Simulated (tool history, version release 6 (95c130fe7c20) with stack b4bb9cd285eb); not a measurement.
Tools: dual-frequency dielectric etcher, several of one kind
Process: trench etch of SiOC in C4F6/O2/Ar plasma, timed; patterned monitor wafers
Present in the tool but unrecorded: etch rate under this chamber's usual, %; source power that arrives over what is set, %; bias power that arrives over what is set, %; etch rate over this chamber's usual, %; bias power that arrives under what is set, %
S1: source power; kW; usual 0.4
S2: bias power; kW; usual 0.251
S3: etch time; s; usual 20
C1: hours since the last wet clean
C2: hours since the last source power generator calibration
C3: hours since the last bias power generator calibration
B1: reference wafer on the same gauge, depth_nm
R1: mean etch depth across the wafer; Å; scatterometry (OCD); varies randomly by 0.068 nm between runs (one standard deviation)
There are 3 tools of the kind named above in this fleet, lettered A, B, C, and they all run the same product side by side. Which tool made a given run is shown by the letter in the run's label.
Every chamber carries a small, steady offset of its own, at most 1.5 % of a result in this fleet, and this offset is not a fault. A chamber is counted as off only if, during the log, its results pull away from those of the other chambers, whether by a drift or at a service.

Run 1A, hour 5: usual settings; C1 133.6; C2 1129.7; C3 2565; B1 50.024. Result: R1 457.55 Å.
At hour 7.2: chamber C: wet clean of the chamber.
Run 2B, hour 9.6: usual settings; C1 26.3; C2 211.3; C3 410.3; B1 50.028. Result: R1 464.09 Å.
Run 3C, hour 15.2: usual settings; C1 8; C2 200.9; C3 2148.5; B1 50.032. Result: R1 465.2 Å.
Run 4A, hour 18.7: usual settings; C1 147.3; C2 1143.4; C3 2578.7; B1 50.03. Result: R1 457.8 Å.
Run 5B, hour 24.3: usual settings; C1 41; C2 226; C3 425; B1 50.05. Result: R1 464.59 Å.
Run 6C, hour 28.1: usual settings; C1 20.9; C2 213.8; C3 2161.4; B1 50.056. Result: R1 464.79 Å.
Run 7B, hour 31.9: usual settings; C1 48.6; C2 233.6; C3 432.6; B1 50.049. Result: R1 466.3 Å.
Run 8A, hour 36: usual settings; C1 164.6; C2 1160.7; C3 2596; B1 50.044. Result: R1 458.37 Å.
Run 9C, hour 41.3: usual settings; C1 34.1; C2 227; C3 2174.6; B1 50.096. Result: R1 466.3 Å.
Run 10C, hour 46.4: usual settings; C1 39.2; C2 232.1; C3 2179.7; B1 50.087. Result: R1 464.78 Å.
Run 11B, hour 49.6: usual settings but S1 0.48 kW, S3 15.5 s; C1 66.3; C2 251.3; C3 450.3; B1 50.079. Result: R1 385.83 Å.
Run 12A, hour 54.8: usual settings but S1 0.48 kW, S3 15.5 s; C1 183.4; C2 1179.5; C3 2614.8; B1 50.109. Result: R1 381.16 Å.
Run 13C, hour 58: usual settings but S1 0.48 kW, S3 15.5 s; C1 50.8; C2 243.7; C3 2191.3; B1 50.106. Result: R1 386.35 Å.
Run 14A, hour 60.6: usual settings but S1 0.36 kW; C1 189.2; C2 1185.3; C3 2620.6; B1 50.113. Result: R1 440.31 Å.
Run 15B, hour 66.2: usual settings but S1 0.36 kW; C1 82.9; C2 267.9; C3 466.9; B1 50.134. Result: R1 447.6 Å.
Run 16C, hour 68.8: usual settings but S1 0.36 kW; C1 61.6; C2 254.5; C3 2202.1; B1 50.129. Result: R1 447.69 Å.
Run 17B, hour 74.5: usual settings; C1 91.2; C2 276.2; C3 475.2; B1 50.137. Result: R1 466.45 Å.
Run 18A, hour 79.2: usual settings; C1 207.8; C2 1203.9; C3 2639.2; B1 50.139. Result: R1 458.81 Å.
Run 19B, hour 83.5: usual settings; C1 100.2; C2 285.2; C3 484.2; B1 50.145. Result: R1 466.04 Å.
Run 20A, hour 86.2: usual settings; C1 214.8; C2 1210.9; C3 2646.2; B1 50.17. Result: R1 457.74 Å.
Run 21C, hour 91.7: usual settings; C1 84.5; C2 277.4; C3 2225; B1 50.163. Result: R1 466.09 Å.
Run 22C, hour 96.8: usual settings but S3 25 s; C1 89.6; C2 282.5; C3 2230.1; B1 50.185. Result: R1 583.01 Å.
Run 23A, hour 100.4: usual settings but S3 25 s; C1 229; C2 1225.1; C3 2660.4; B1 50.2. Result: R1 573.01 Å.
Run 24B, hour 103.6: usual settings but S3 25 s; C1 120.3; C2 305.3; C3 504.3; B1 50.206. Result: R1 584.37 Å.
Run 25C, hour 107.5: usual settings; C1 100.3; C2 293.2; C3 2240.8; B1 50.188. Result: R1 465.84 Å.
Run 26B, hour 112: usual settings but S1 0.32 kW; C1 128.7; C2 313.7; C3 512.7; B1 50.18. Result: R1 428.32 Å.
Run 27A, hour 114.5: usual settings but S1 0.32 kW; C1 243.1; C2 1239.2; C3 2674.5; B1 50.209. Result: R1 422.48 Å.
Run 28C, hour 120.3: usual settings but S1 0.32 kW; C1 113.1; C2 306; C3 2253.6; B1 50.206. Result: R1 427.26 Å.
Run 29B, hour 123.5: usual settings; C1 140.2; C2 325.2; C3 524.2; B1 50.208. Result: R1 466.43 Å.
Run 30A, hour 126.9: usual settings; C1 255.5; C2 1251.6; C3 2686.9; B1 50.206. Result: R1 458.74 Å.
Run 31B, hour 130.3: usual settings; C1 147; C2 332; C3 531; B1 50.246. Result: R1 465.96 Å.
Run 32C, hour 133.6: usual settings; C1 126.4; C2 319.3; C3 2266.9; B1 50.246. Result: R1 466.14 Å.
Run 33A, hour 137.5: usual settings; C1 266.1; C2 1262.2; C3 2697.5; B1 50.245. Result: R1 458.71 Å.
Run 34C, hour 140: usual settings; C1 132.8; C2 325.7; C3 2273.3; B1 50.234. Result: R1 467.13 Å.
Run 35B, hour 145.3: usual settings; C1 162; C2 347; C3 546; B1 50.259. Result: R1 466.1 Å.
Run 36A, hour 150.7: usual settings; C1 279.3; C2 1275.4; C3 2710.7; B1 50.264. Result: R1 460.22 Å.
Run 37C, hour 156.5: usual settings; C1 149.3; C2 342.2; C3 2289.8; B1 50.277. Result: R1 466.97 Å.
Run 38A, hour 159: usual settings; C1 287.6; C2 1283.7; C3 2719; B1 50.28. Result: R1 459.82 Å.
Run 39B, hour 164.7: usual settings; C1 181.4; C2 366.4; C3 565.4; B1 50.291. Result: R1 465.67 Å.

Next, all 3 chambers run the settings below, one line each with question marks for the results. What does each chamber give?
Run 40A, hour 168.9: usual settings but S2 0.309 kW. Result: R1 ?.
Run 40B, hour 168.9: usual settings but S2 0.309 kW. Result: R1 ?.
Run 40C, hour 168.9: usual settings but S2 0.309 kW. Result: R1 ?.

run      R1
40A  494.82
40B  503.11
40C  501.61
